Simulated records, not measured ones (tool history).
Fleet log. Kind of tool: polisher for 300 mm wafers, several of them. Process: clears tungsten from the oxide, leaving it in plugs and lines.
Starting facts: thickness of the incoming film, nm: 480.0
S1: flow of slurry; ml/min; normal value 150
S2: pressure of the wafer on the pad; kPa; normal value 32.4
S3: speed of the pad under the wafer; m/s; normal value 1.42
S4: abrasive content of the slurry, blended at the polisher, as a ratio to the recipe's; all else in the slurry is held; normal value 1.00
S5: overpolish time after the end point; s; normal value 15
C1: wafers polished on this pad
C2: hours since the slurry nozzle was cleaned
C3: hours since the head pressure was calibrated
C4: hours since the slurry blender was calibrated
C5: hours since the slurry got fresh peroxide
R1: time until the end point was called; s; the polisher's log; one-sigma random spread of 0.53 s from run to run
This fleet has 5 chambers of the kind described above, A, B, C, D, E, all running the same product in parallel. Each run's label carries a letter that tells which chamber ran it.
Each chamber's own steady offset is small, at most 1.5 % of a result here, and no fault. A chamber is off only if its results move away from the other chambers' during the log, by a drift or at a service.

run    day   S1    S2    S3    S4  S5    C1     C2      C3     C4     C5      R1
     0.062  -- chamber A: worn pad replaced by a new one
     0.271  -- chamber E: worn pad replaced by a new one
 1C  0.346  150  32.4  1.42  1.00  15   725  453.3   420.8  185.7   23.3  61.437
     0.571  -- chamber D: slurry blender recalibrated
 2E  0.608  150  32.4  1.42  1.00  15   105  590.3   924.8   84.1   32.9  61.589
     0.625  -- chamber C: worn pad replaced by a new one
 3D  0.979  150  32.4  1.42  1.00  15   423  334.6   184.4    9.8   61.3  62.775
     1.042  -- chamber B: slurry tank refilled with fresh slurry and peroxide
 4B  1.183  150  32.4  1.42  1.00  15  1207  101.8   253.1   80.7    3.5  61.357
     1.342  -- chamber E: slurry blender recalibrated
     1.354  -- chamber E: slurry tank refilled with fresh slurry and peroxide
 5A  1.479  150  32.4  1.42  1.00  15   439  440.8   440.6  220.9  144.0  62.548
     1.617  -- chamber C: slurry tank refilled with fresh slurry and peroxide
     1.796  -- chamber B: worn pad replaced by a new one
 6D  1.796  150  32.4  1.42  1.00  15   676  354.2   204.0   29.4   80.9  62.159
 7C  1.979  150  32.4  1.42  1.15  15   419  492.5   460.0  224.9    8.7  59.474
 8A  2.233  150  32.4  1.42  1.15  15   672  458.9   458.7  239.0  162.1  60.236
     2.258  -- chamber E: worn pad replaced by a new one
     2.296  -- chamber D: slurry tank refilled with fresh slurry and peroxide
     2.300  -- chamber D: worn pad replaced by a new one
 9E  2.604  150  32.4  1.42  1.15  15   108  638.2   972.7   30.4   30.0  60.246
     2.738  -- chamber A: worn pad replaced by a new one
10B  2.875  150  32.4  1.42  1.15  15   334  142.4   293.7  121.3   44.1  59.714
     3.054  -- chamber E: slurry tank refilled with fresh slurry and peroxide
11C  3.146  150  32.4  1.42  1.15  15   780  520.5   488.0  252.9   36.7  59.838
     3.162  -- chamber B: slurry tank refilled with fresh slurry and peroxide
     3.204  -- chamber A: slurry tank refilled with fresh slurry and peroxide
     3.379  -- chamber C: slurry tank refilled with fresh slurry and peroxide
     3.462  -- chamber C: worn pad replaced by a new one
12E  3.488  150  32.4  1.42  1.00  15   381  659.4   993.9   51.6   10.4  61.864
13D  3.808  150  32.4  1.42  1.00  15   467  402.5   252.3   77.7   36.3  61.486
     4.008  -- chamber B: head pressure recalibrated
     4.104  -- chamber C: slurry blender recalibrated
14A  4.162  120  32.4  1.42  1.00  15   441  505.2   505.0  285.3   23.1  65.100
15B  4.342  120  32.4  1.42  1.00  15   788  177.6     8.0  156.5   28.3  69.193
     4.375  -- chamber E: worn pad replaced by a new one
     4.400  -- chamber D: slurry nozzle cleaned
     4.512  -- chamber D: worn pad replaced by a new one
16E  4.658  120  32.4  1.42  1.00  15    88  687.5  1022.0   79.7   38.5  64.196
     4.783  -- chamber E: slurry tank refilled with fresh slurry and peroxide
     4.825  -- chamber B: slurry blender recalibrated
17C  4.908  120  32.4  1.42  1.00  15   448  562.8   530.3   19.4   36.7  64.293
18A  5.200  120  32.4  1.42  1.00  15   762  530.1   529.9  310.2   48.0  64.965
     5.221  -- chamber C: slurry tank refilled with fresh slurry and peroxide
     5.271  -- chamber E: slurry blender recalibrated
     5.442  -- chamber B: slurry tank refilled with fresh slurry and peroxide
19B  5.521  150  32.4  1.42  1.00  15  1153  205.9    36.3   16.8    1.9  66.476
     5.533  -- chamber B: worn pad replaced by a new one
20D  5.850  150  32.4  1.42  1.00  15   415   34.9   301.3  126.7   85.3  62.883
     5.900  -- chamber C: worn pad replaced by a new one
     5.979  -- chamber A: worn pad replaced by a new one
21A  6.058  150  32.4  1.42  1.00  15    24  550.7   550.5  330.8   68.6  62.429
22C  6.325  195  23.4  1.42  1.00  15   131  596.8   564.3   53.4   26.5  81.322
     6.458  -- chamber E: worn pad replaced by a new one
23D  6.496  195  23.4  1.42  1.00  15   614   50.4   316.8  142.2  100.8  82.191
24B  6.733  195  23.4  1.42  1.00  15   371  235.0    65.4   45.9   31.0  86.206
     6.808  -- chamber D: slurry tank refilled with fresh slurry and peroxide
     6.929  -- chamber E: slurry tank refilled with fresh slurry and peroxide
25E  6.962  195  23.4  1.42  1.00  15   157  742.8  1077.3   40.7    0.8  81.187
     7.117  -- chamber C: slurry nozzle cleaned
     7.150  -- chamber D: worn pad replaced by a new one
26C  7.271  195  23.4  1.42  1.00  15   424    3.7   587.0   76.1   49.2  81.531
     7.379  -- chamber C: slurry tank refilled with fresh slurry and peroxide
     7.425  -- chamber B: slurry tank refilled with fresh slurry and peroxide
27B  7.450  150  32.4  1.42  1.00  15   593  252.2    82.6   63.1    0.7  66.066
28E  7.750  150  32.4  1.42  1.00  15   400  761.7  1096.2   59.6   19.7  61.371
29D  7.950  150  32.4  1.42  1.00  15   248   85.3   351.7  177.1   27.4  61.616
30A  8.121  150  32.4  1.42  1.00  15   663  600.2   600.0  380.3  118.1  63.093
31E  8.288  150  32.4  1.42  1.00  15   567  774.6  1109.1   72.5   32.6  60.822
32A  8.633  150  32.4  1.42  1.00  15   821  612.5   612.3  392.6  130.4  62.823
     8.683  -- chamber C: worn pad replaced by a new one
33C  8.912  150  32.4  1.42  1.00  15    72   43.1   626.4  115.5   36.8  61.279
34B  9.233  150  32.4  1.42  1.00  15  1145  295.0   125.4  105.9   43.5  66.429
35D  9.554  150  32.4  1.42  1.00  15   744  123.8   390.2  215.6   65.9  62.426
     9.700  -- chamber D: worn pad replaced by a new one
36D  9.883  150  32.4  1.42  1.00  15    57  131.7   398.1  223.5   73.8  62.337

Does one chamber stand apart from the rest, does the shared gauge drift, or is all well apart from small per-chamber offsets? Give the chamber and the most likely cause, where there is one.

Chamber B came out of a service off from its peers and stayed that way.
What lies behind it: head's pressure below its setpoint, % = 6.84.

Which of the 4 candidates below, each the usual settings with something changed and its results left as question marks, puts chamber B back in line with what the other chambers give on the usual settings?
A result is in line if it is within this distance of the other chambers' mean on the usual settings: R1 1.800 s
37B-1  10.154  150  32.4  1.42  1.05  15                       ?
37B-2  10.154  150  31.0  1.38  1.00  15                       ?
37B-3  10.154  175  32.4  1.42  1.15  15                       ?
37B-4  10.154  150  31.7  1.42  1.00  15                       ?

Other chambers, usual settings, mean: R1 61.915 s
  run      R1
37B-1  65.445
37B-2  71.142
37B-3  62.452
37B-4  67.639
37B-3 is the one that brings the chamber's results back in line with the other chambers.
